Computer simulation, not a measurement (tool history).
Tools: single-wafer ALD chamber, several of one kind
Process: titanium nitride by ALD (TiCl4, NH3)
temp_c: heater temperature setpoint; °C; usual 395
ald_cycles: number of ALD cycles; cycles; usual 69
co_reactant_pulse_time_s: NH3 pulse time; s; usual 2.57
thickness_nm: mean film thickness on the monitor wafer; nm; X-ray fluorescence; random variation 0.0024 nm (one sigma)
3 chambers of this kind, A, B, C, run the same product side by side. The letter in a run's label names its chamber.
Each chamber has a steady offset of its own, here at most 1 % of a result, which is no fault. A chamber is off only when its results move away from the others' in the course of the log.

run,hour,temp_c,ald_cycles,co_reactant_pulse_time_s,"read-back reference wafer on the same gauge, thickness_nm",thickness_nm
1B,3.3,395,69,2.57,1.5703,1.5305
2C,5.7,395,69,2.57,1.5705,1.5165
3A,8.7,395,69,2.57,1.5707,1.5254
4C,11.4,395,69,2.57,1.5707,1.5231
5B,14.7,395,69,2.57,1.5714,1.5347
6A,19.1,395,69,2.57,1.5727,1.528
7C,24.3,395,69,2.57,1.5728,1.5235
8B,29.1,395,69,2.57,1.5732,1.5389
9A,32,395,69,2.57,1.5737,1.5291
10A,35.3,395,82,2.96,1.575,1.8236
11B,38.2,395,82,2.96,1.5741,1.8401
12C,41.5,395,82,2.96,1.5749,1.8251
13B,45.2,395,69,2.57,1.5752,1.5406
14A,49.7,395,69,2.57,1.5767,1.5271
15C,53.4,395,69,2.57,1.5763,1.5283
16A,56.3,395,69,2.57,1.5769,1.5266
17B,59.9,395,69,2.57,1.5774,1.5421
18C,64.6,395,69,2.57,1.5781,1.5281
19C,67.8,395,69,2.57,1.578,1.5284
20A,73.1,395,77,2.57,1.5793,1.7093
21B,76.6,395,77,2.57,1.5791,1.7235
22A,81.3,395,77,2.57,1.5791,1.7101

Next, every chamber runs the same settings. What will each give?
23A,85.1,395,69,2.57,,?
23B,85.1,395,69,2.57,,?
23C,85.1,395,69,2.57,,?

run,thickness_nm
23A,1.5338
23B,1.5426
23C,1.5297
